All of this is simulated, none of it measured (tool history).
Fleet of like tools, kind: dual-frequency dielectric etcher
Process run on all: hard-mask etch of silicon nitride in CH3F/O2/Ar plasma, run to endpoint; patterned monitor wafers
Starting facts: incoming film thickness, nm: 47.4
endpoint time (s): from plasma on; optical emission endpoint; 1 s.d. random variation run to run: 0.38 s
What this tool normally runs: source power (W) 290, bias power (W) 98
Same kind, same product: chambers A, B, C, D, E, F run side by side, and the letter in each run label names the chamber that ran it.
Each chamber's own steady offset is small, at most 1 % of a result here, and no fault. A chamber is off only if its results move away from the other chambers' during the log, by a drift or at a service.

run,day,source power (W),bias power (W),hours since the last wet clean,hours since the last source power generator calibration,hours since the last bias power generator calibration,endpoint time (s)
1F,0.296,290,98,363,1748.1,2897.2,69.657
2D,0.621,290,98,107.7,2462.2,3601.5,68.755
3E,0.871,290,98,83.4,1808.2,472.8,70.519
4B,1.221,290,98,348.5,1021,994.4,69.114
# day 1.283: chamber A: wet clean of the chamber
5C,1.512,290,98,183.5,555.7,3476.4,68.475
6A,1.771,290,98,11.8,1308.5,1188.7,68.905
7A,2.088,290,98,19.4,1316.1,1196.3,69.718
8C,2.442,290,98,205.8,578,3498.7,68.401
# day 2.967: chamber F: wet clean of the chamber
9D,2.971,290,118,164.1,2518.6,3657.9,63.55
10E,3.2,290,118,139.3,1864.1,528.7,65.002
11B,3.629,290,118,406.3,1078.8,1052.2,64.411
12F,4.004,290,118,24.9,1837.1,2986.2,64.421
13F,4.375,290,118,33.8,1846,2995.1,64.449
14C,4.729,290,118,260.7,632.9,3553.6,64.235
15A,5.029,290,76,90,1386.7,1266.9,76.639
16B,5.504,290,76,451.3,1123.8,1097.2,76.821
17D,5.85,290,76,233.2,2587.7,3727,75.6
18E,6.142,290,76,209.9,1934.7,599.3,76.066
19D,6.642,290,76,252.2,2606.7,3746,75.935
20A,6.912,290,76,135.2,1431.9,1312.1,76.347
21F,7.15,290,98,100.4,1912.6,3061.7,69.568
22B,7.45,290,98,498,1170.5,1143.9,69.319
23C,7.854,290,98,335.7,707.9,3628.6,68.359
24E,8.279,290,98,261.2,1986,650.6,68.662
25C,8.704,290,98,356.1,728.3,3649,68.748
26B,8.971,290,98,534.5,1207,1180.4,70.002
27A,9.288,290,98,192.2,1488.9,1369.1,69.938
28E,9.771,290,98,297,2021.8,686.4,69.531
29F,10.167,290,98,172.8,1985,3134.1,69.335
30D,10.575,290,98,346.6,2701.1,3840.4,68.8
31F,11.021,290,98,193.3,2005.5,3154.6,69.242
32A,11.375,230,98,242.3,1539,1419.2,76.377
33D,11.7,230,98,373.6,2728.1,3867.4,75.079
34E,12.129,230,98,353.6,2078.4,743,75.327
# day 12.383: chamber B: wet clean of the chamber
35C,12.446,230,98,445.9,818.1,3738.8,74.911
36B,12.788,230,98,9.7,1298.6,1272,75.98

Each of the 6 chambers runs these same settings next. Fill in every chamber's results:
37A,13.167,290,120,,,,?
37B,13.167,290,120,,,,?
37C,13.167,290,120,,,,?
37D,13.167,290,120,,,,?
37E,13.167,290,120,,,,?
37F,13.167,290,120,,,,?

run,endpoint time (s)
37A,64.039
37B,64.987
37C,63.377
37D,63.516
37E,64.687
37F,64.23
